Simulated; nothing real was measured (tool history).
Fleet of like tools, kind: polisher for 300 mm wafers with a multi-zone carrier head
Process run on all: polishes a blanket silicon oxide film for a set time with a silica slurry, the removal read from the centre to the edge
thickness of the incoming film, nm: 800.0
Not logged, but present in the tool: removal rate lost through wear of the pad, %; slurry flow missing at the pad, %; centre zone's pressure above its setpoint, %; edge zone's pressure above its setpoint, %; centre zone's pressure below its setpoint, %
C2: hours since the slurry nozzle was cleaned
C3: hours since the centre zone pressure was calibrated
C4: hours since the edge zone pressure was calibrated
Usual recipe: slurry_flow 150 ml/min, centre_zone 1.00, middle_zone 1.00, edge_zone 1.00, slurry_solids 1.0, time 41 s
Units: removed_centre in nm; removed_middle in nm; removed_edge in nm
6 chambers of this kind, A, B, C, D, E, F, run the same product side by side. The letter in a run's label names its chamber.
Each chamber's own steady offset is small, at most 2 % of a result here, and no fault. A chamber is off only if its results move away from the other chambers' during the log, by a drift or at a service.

-- hour=5.0 chamber E: worn pad replaced by a new one
run 1F hour=12.8 | slurry_flow=150 centre_zone=1.00 middle_zone=1.00 edge_zone=1.00 slurry_solids=1.0 time=41 | wafers_polished_on_this_pad=735 C2=412.6 C3=771.7 C4=432.2 | removed_centre=86.268 removed_middle=86.732 removed_edge=85.174
-- hour=19.7 chamber A: edge zone pressure recalibrated
run 2A hour=24.2 | slurry_flow=150 centre_zone=1.00 middle_zone=1.00 edge_zone=1.00 slurry_solids=1.0 time=41 | wafers_polished_on_this_pad=384 C2=136.2 C3=431.8 C4=4.5 | removed_centre=86.592 removed_middle=86.987 removed_edge=86.299
-- hour=27.6 chamber C: worn pad replaced by a new one
run 3E hour=37.0 | slurry_flow=150 centre_zone=1.00 middle_zone=1.00 edge_zone=1.00 slurry_solids=1.0 time=41 | wafers_polished_on_this_pad=383 C2=594.5 C3=290.5 C4=422.0 | removed_centre=86.116 removed_middle=85.731 removed_edge=88.494
-- hour=41.9 chamber B: worn pad replaced by a new one
run 4C hour=46.2 | slurry_flow=150 centre_zone=1.00 middle_zone=1.00 edge_zone=1.00 slurry_solids=1.0 time=41 | wafers_polished_on_this_pad=223 C2=386.1 C3=84.3 C4=256.6 | removed_centre=84.502 removed_middle=87.083 removed_edge=89.255
run 5B hour=54.7 | slurry_flow=150 centre_zone=1.00 middle_zone=1.00 edge_zone=1.00 slurry_solids=1.0 time=41 | wafers_polished_on_this_pad=154 C2=430.5 C3=621.5 C4=632.7 | removed_centre=87.916 removed_middle=87.013 removed_edge=87.706
-- hour=55.8 chamber B: edge zone pressure recalibrated
-- hour=56.2 chamber F: worn pad replaced by a new one
run 6D hour=62.4 | slurry_flow=150 centre_zone=1.00 middle_zone=1.00 edge_zone=1.00 slurry_solids=1.0 time=41 | wafers_polished_on_this_pad=796 C2=600.6 C3=204.1 C4=710.6 | removed_centre=86.735 removed_middle=87.247 removed_edge=89.176
run 7E hour=76.5 | slurry_flow=150 centre_zone=1.00 middle_zone=1.00 edge_zone=1.00 slurry_solids=1.0 time=41 | wafers_polished_on_this_pad=856 C2=634.0 C3=330.0 C4=461.5 | removed_centre=85.408 removed_middle=86.278 removed_edge=87.386
-- hour=78.6 chamber D: worn pad replaced by a new one
-- hour=88.3 chamber B: slurry nozzle cleaned
-- hour=88.9 chamber E: worn pad replaced by a new one
run 8B hour=89.4 | slurry_flow=150 centre_zone=1.00 middle_zone=1.00 edge_zone=1.11 slurry_solids=1.0 time=41 | wafers_polished_on_this_pad=569 C2=1.2 C3=656.2 C4=33.6 | removed_centre=86.936 removed_middle=87.184 removed_edge=91.246
run 9C hour=99.9 | slurry_flow=150 centre_zone=1.00 middle_zone=1.00 edge_zone=1.11 slurry_solids=1.0 time=41 | wafers_polished_on_this_pad=866 C2=439.8 C3=138.0 C4=310.3 | removed_centre=85.954 removed_middle=86.515 removed_edge=94.046
-- hour=107.8 chamber C: worn pad replaced by a new one
run 10A hour=113.6 | slurry_flow=150 centre_zone=1.00 middle_zone=1.00 edge_zone=1.11 slurry_solids=1.0 time=41 | wafers_polished_on_this_pad=1455 C2=225.6 C3=521.2 C4=93.9 | removed_centre=86.572 removed_middle=86.989 removed_edge=91.254
-- hour=117.1 chamber A: worn pad replaced by a new one
-- hour=118.0 chamber F: edge zone pressure recalibrated
-- hour=123.5 chamber B: worn pad replaced by a new one
run 11D hour=128.2 | slurry_flow=150 centre_zone=1.00 middle_zone=1.00 edge_zone=1.11 slurry_solids=1.0 time=41 | wafers_polished_on_this_pad=594 C2=666.4 C3=269.9 C4=776.4 | removed_centre=86.758 removed_middle=87.946 removed_edge=92.179
-- hour=133.4 chamber A: slurry nozzle cleaned
run 12F hour=142.9 | slurry_flow=150 centre_zone=1.00 middle_zone=1.00 edge_zone=1.11 slurry_solids=1.0 time=41 | wafers_polished_on_this_pad=1038 C2=542.7 C3=901.8 C4=25.0 | removed_centre=85.597 removed_middle=86.302 removed_edge=92.465
run 13F hour=151.5 | slurry_flow=150 centre_zone=1.00 middle_zone=1.00 edge_zone=1.11 slurry_solids=1.0 time=41 | wafers_polished_on_this_pad=1141 C2=551.3 C3=910.4 C4=33.6 | removed_centre=85.843 removed_middle=87.237 removed_edge=90.861
run 14E hour=160.5 | slurry_flow=150 centre_zone=1.00 middle_zone=1.00 edge_zone=1.00 slurry_solids=1.0 time=41 | wafers_polished_on_this_pad=858 C2=718.0 C3=414.0 C4=545.5 | removed_centre=86.845 removed_middle=86.501 removed_edge=86.313
run 15A hour=169.2 | slurry_flow=150 centre_zone=1.00 middle_zone=1.00 edge_zone=1.00 slurry_solids=1.0 time=41 | wafers_polished_on_this_pad=624 C2=35.9 C3=576.8 C4=149.5 | removed_centre=85.893 removed_middle=86.265 removed_edge=86.095
-- hour=170.0 chamber D: worn pad replaced by a new one
-- hour=170.5 chamber E: worn pad replaced by a new one
-- hour=178.5 chamber F: worn pad replaced by a new one
run 16C hour=180.2 | slurry_flow=150 centre_zone=1.00 middle_zone=1.00 edge_zone=1.00 slurry_solids=1.0 time=41 | wafers_polished_on_this_pad=867 C2=520.1 C3=218.3 C4=390.6 | removed_centre=85.992 removed_middle=88.159 removed_edge=87.394
-- hour=190.5 chamber C: worn pad replaced by a new one
run 17D hour=191.5 | slurry_flow=150 centre_zone=1.00 middle_zone=1.00 edge_zone=1.00 slurry_solids=1.0 time=41 | wafers_polished_on_this_pad=258 C2=729.7 C3=333.2 C4=839.7 | removed_centre=89.947 removed_middle=87.640 removed_edge=89.152
run 18B hour=198.5 | slurry_flow=150 centre_zone=1.00 middle_zone=1.00 edge_zone=1.00 slurry_solids=1.0 time=41 | wafers_polished_on_this_pad=898 C2=110.3 C3=765.3 C4=142.7 | removed_centre=87.675 removed_middle=87.367 removed_edge=87.164
run 19E hour=206.3 | slurry_flow=150 centre_zone=1.00 middle_zone=1.00 edge_zone=1.00 slurry_solids=1.0 time=41 | wafers_polished_on_this_pad=429 C2=763.8 C3=459.8 C4=591.3 | removed_centre=85.695 removed_middle=86.467 removed_edge=86.415
-- hour=208.0 chamber B: worn pad replaced by a new one
run 20D hour=214.0 | slurry_flow=150 centre_zone=1.00 middle_zone=1.00 edge_zone=1.00 slurry_solids=1.0 time=41 | wafers_polished_on_this_pad=528 C2=752.2 C3=355.7 C4=862.2 | removed_centre=85.555 removed_middle=86.500 removed_edge=86.785
-- hour=220.7 chamber E: slurry nozzle cleaned
-- hour=223.9 chamber C: slurry nozzle cleaned
run 21F hour=228.5 | slurry_flow=150 centre_zone=0.91 middle_zone=0.91 edge_zone=1.00 slurry_solids=1.0 time=41 | wafers_polished_on_this_pad=599 C2=628.3 C3=987.4 C4=110.6 | removed_centre=76.006 removed_middle=80.030 removed_edge=86.266
run 22A hour=236.0 | slurry_flow=150 centre_zone=0.91 middle_zone=0.91 edge_zone=1.00 slurry_solids=1.0 time=41 | wafers_polished_on_this_pad=1424 C2=102.7 C3=643.6 C4=216.3 | removed_centre=78.936 removed_middle=79.453 removed_edge=88.139
-- hour=244.2 chamber A: worn pad replaced by a new one
run 23B hour=245.7 | slurry_flow=150 centre_zone=0.91 middle_zone=0.91 edge_zone=1.00 slurry_solids=1.0 time=41 | wafers_polished_on_this_pad=452 C2=157.5 C3=812.5 C4=189.9 | removed_centre=77.679 removed_middle=79.432 removed_edge=85.222
-- hour=252.3 chamber F: centre zone pressure recalibrated
-- hour=254.0 chamber D: edge zone pressure recalibrated
run 24C hour=254.9 | slurry_flow=150 centre_zone=0.91 middle_zone=0.91 edge_zone=1.00 slurry_solids=1.0 time=41 | wafers_polished_on_this_pad=771 C2=31.1 C3=293.0 C4=465.3 | removed_centre=78.259 removed_middle=80.397 removed_edge=89.865
-- hour=255.4 chamber D: slurry nozzle cleaned
-- hour=255.9 chamber E: centre zone pressure recalibrated
run 25E hour=264.0 | slurry_flow=150 centre_zone=0.91 middle_zone=0.91 edge_zone=1.00 slurry_solids=1.0 time=41 | wafers_polished_on_this_pad=1120 C2=43.3 C3=8.1 C4=649.0 | removed_centre=72.822 removed_middle=79.609 removed_edge=86.150
-- hour=266.7 chamber D: worn pad replaced by a new one
-- hour=267.9 chamber E: worn pad replaced by a new one
run 26C hour=274.0 | slurry_flow=150 centre_zone=0.91 middle_zone=0.91 edge_zone=1.00 slurry_solids=1.0 time=41 | wafers_polished_on_this_pad=1000 C2=50.2 C3=312.1 C4=484.4 | removed_centre=75.694 removed_middle=80.517 removed_edge=91.046
-- hour=277.3 chamber C: worn pad replaced by a new one
run 27F hour=281.9 | slurry_flow=150 centre_zone=1.00 middle_zone=1.00 edge_zone=1.00 slurry_solids=1.0 time=41 | wafers_polished_on_this_pad=1238 C2=681.7 C3=29.7 C4=164.0 | removed_centre=87.702 removed_middle=86.589 removed_edge=86.763
run 28D hour=294.2 | slurry_flow=150 centre_zone=1.00 middle_zone=1.00 edge_zone=1.00 slurry_solids=1.0 time=41 | wafers_polished_on_this_pad=330 C2=38.9 C3=435.9 C4=40.2 | removed_centre=86.550 removed_middle=86.612 removed_edge=89.268
-- hour=298.4 chamber F: worn pad replaced by a new one
-- hour=298.6 chamber B: worn pad replaced by a new one
run 29B hour=305.8 | slurry_flow=150 centre_zone=1.00 middle_zone=1.00 edge_zone=1.00 slurry_solids=1.2 time=41 | wafers_polished_on_this_pad=86 C2=217.6 C3=872.6 C4=250.0 | removed_centre=93.934 removed_middle=94.458 removed_edge=94.075
run 30A hour=318.2 | slurry_flow=150 centre_zone=1.00 middle_zone=1.00 edge_zone=1.00 slurry_solids=1.2 time=41 | wafers_polished_on_this_pad=887 C2=184.9 C3=725.8 C4=298.5 | removed_centre=94.499 removed_middle=93.704 removed_edge=95.521
-- hour=327.3 chamber C: edge zone pressure recalibrated
run 31F hour=331.3 | slurry_flow=150 centre_zone=1.00 middle_zone=1.00 edge_zone=1.00 slurry_solids=1.2 time=41 | wafers_polished_on_this_pad=394 C2=731.1 C3=79.1 C4=213.4 | removed_centre=92.676 removed_middle=93.147 removed_edge=94.273
run 32C hour=337.8 | slurry_flow=150 centre_zone=1.00 middle_zone=1.00 edge_zone=1.00 slurry_solids=1.2 time=41 | wafers_polished_on_this_pad=724 C2=114.0 C3=375.9 C4=10.6 | removed_centre=92.819 removed_middle=94.061 removed_edge=94.541
-- hour=347.8 chamber E: edge zone pressure recalibrated
run 33A hour=348.4 | slurry_flow=150 centre_zone=1.00 middle_zone=1.00 edge_zone=1.00 slurry_solids=1.2 time=41 | wafers_polished_on_this_pad=1248 C2=215.1 C3=756.0 C4=328.7 | removed_centre=95.458 removed_middle=94.776 removed_edge=94.307
-- hour=348.7 chamber E: worn pad replaced by a new one
-- hour=349.3 chamber A: worn pad replaced by a new one
-- hour=354.5 chamber C: worn pad replaced by a new one
-- hour=355.4 chamber D: centre zone pressure recalibrated
-- hour=358.0 chamber D: worn pad replaced by a new one
run 34D hour=361.8 | slurry_flow=150 centre_zone=1.00 middle_zone=1.00 edge_zone=1.00 slurry_solids=1.2 time=41 | wafers_polished_on_this_pad=46 C2=106.5 C3=6.4 C4=107.8 | removed_centre=93.566 removed_middle=93.244 removed_edge=92.606
-- hour=367.5 chamber B: centre zone pressure recalibrated
run 35B hour=376.0 | slurry_flow=150 centre_zone=1.00 middle_zone=1.00 edge_zone=1.00 slurry_solids=1.0 time=41 | wafers_polished_on_this_pad=927 C2=287.8 C3=8.5 C4=320.2 | removed_centre=84.981 removed_middle=88.584 removed_edge=86.843
run 36E hour=385.8 | slurry_flow=150 centre_zone=1.00 middle_zone=1.00 edge_zone=1.00 slurry_solids=1.0 time=41 | wafers_polished_on_this_pad=444 C2=165.1 C3=129.9 C4=38.0 | removed_centre=80.975 removed_middle=87.292 removed_edge=86.424
run 37C hour=400.4 | slurry_flow=150 centre_zone=1.00 middle_zone=1.00 edge_zone=1.00 slurry_solids=1.0 time=41 | wafers_polished_on_this_pad=550 C2=176.6 C3=438.5 C4=73.2 | removed_centre=84.968 removed_middle=86.598 removed_edge=87.876
run 38A hour=412.1 | slurry_flow=175 centre_zone=1.00 middle_zone=1.00 edge_zone=1.00 slurry_solids=1.0 time=54 | wafers_polished_on_this_pad=753 C2=278.8 C3=819.7 C4=392.4 | removed_centre=117.250 removed_middle=116.530 removed_edge=116.330
run 39D hour=424.4 | slurry_flow=175 centre_zone=1.00 middle_zone=1.00 edge_zone=1.00 slurry_solids=1.0 time=54 | wafers_polished_on_this_pad=796 C2=169.1 C3=69.0 C4=170.4 | removed_centre=117.480 removed_middle=117.890 removed_edge=117.130

Is one chamber out of step, is the gauge drifting, or do the chambers differ by no more than their own small offsets? For an off chamber, give its letter and the likeliest cause.

Chamber E came out of a service off from its peers and stayed that way.
Cause: centre zone's pressure below its setpoint, % = 6.09.

Below are 4 candidate recipes for chamber E's next run, each the usual settings with a change, their results shown as question marks. Which of them brings E's results back in line with what the other chambers give on the usual settings?
In-line tolerance around the mean of the other chambers on the usual settings: removed_centre 3.800 nm; removed_middle 2.200 nm; removed_edge 3.700 nm
run 40E-1 hour=435.0 | slurry_flow=155 centre_zone=1.11 middle_zone=0.96 edge_zone=0.97 slurry_solids=1.0 time=42 | removed_centre=? removed_middle=? removed_edge=?
run 40E-2 hour=435.0 | slurry_flow=145 centre_zone=0.94 middle_zone=1.02 edge_zone=1.01 slurry_solids=1.0 time=41 | removed_centre=? removed_middle=? removed_edge=?
run 40E-3 hour=435.0 | slurry_flow=145 centre_zone=0.89 middle_zone=1.04 edge_zone=1.03 slurry_solids=1.0 time=40 | removed_centre=? removed_middle=? removed_edge=?
run 40E-4 hour=435.0 | slurry_flow=155 centre_zone=1.06 middle_zone=0.98 edge_zone=0.99 slurry_solids=1.0 time=41 | removed_centre=? removed_middle=? removed_edge=?

What the other chambers average on the usual settings: removed_centre 86.617 nm; removed_middle 86.831 nm; removed_edge 87.117 nm
run=40E-1 removed_centre=92.540 removed_middle=86.692 removed_edge=87.698
run=40E-2 removed_centre=74.220 removed_middle=88.472 removed_edge=86.545
run=40E-3 removed_centre=68.152 removed_middle=87.909 removed_edge=85.279
run=40E-4 removed_centre=85.915 removed_middle=86.280 removed_edge=86.487
The answer is 40E-4, which returns the chamber to within the allowed miss of the others.
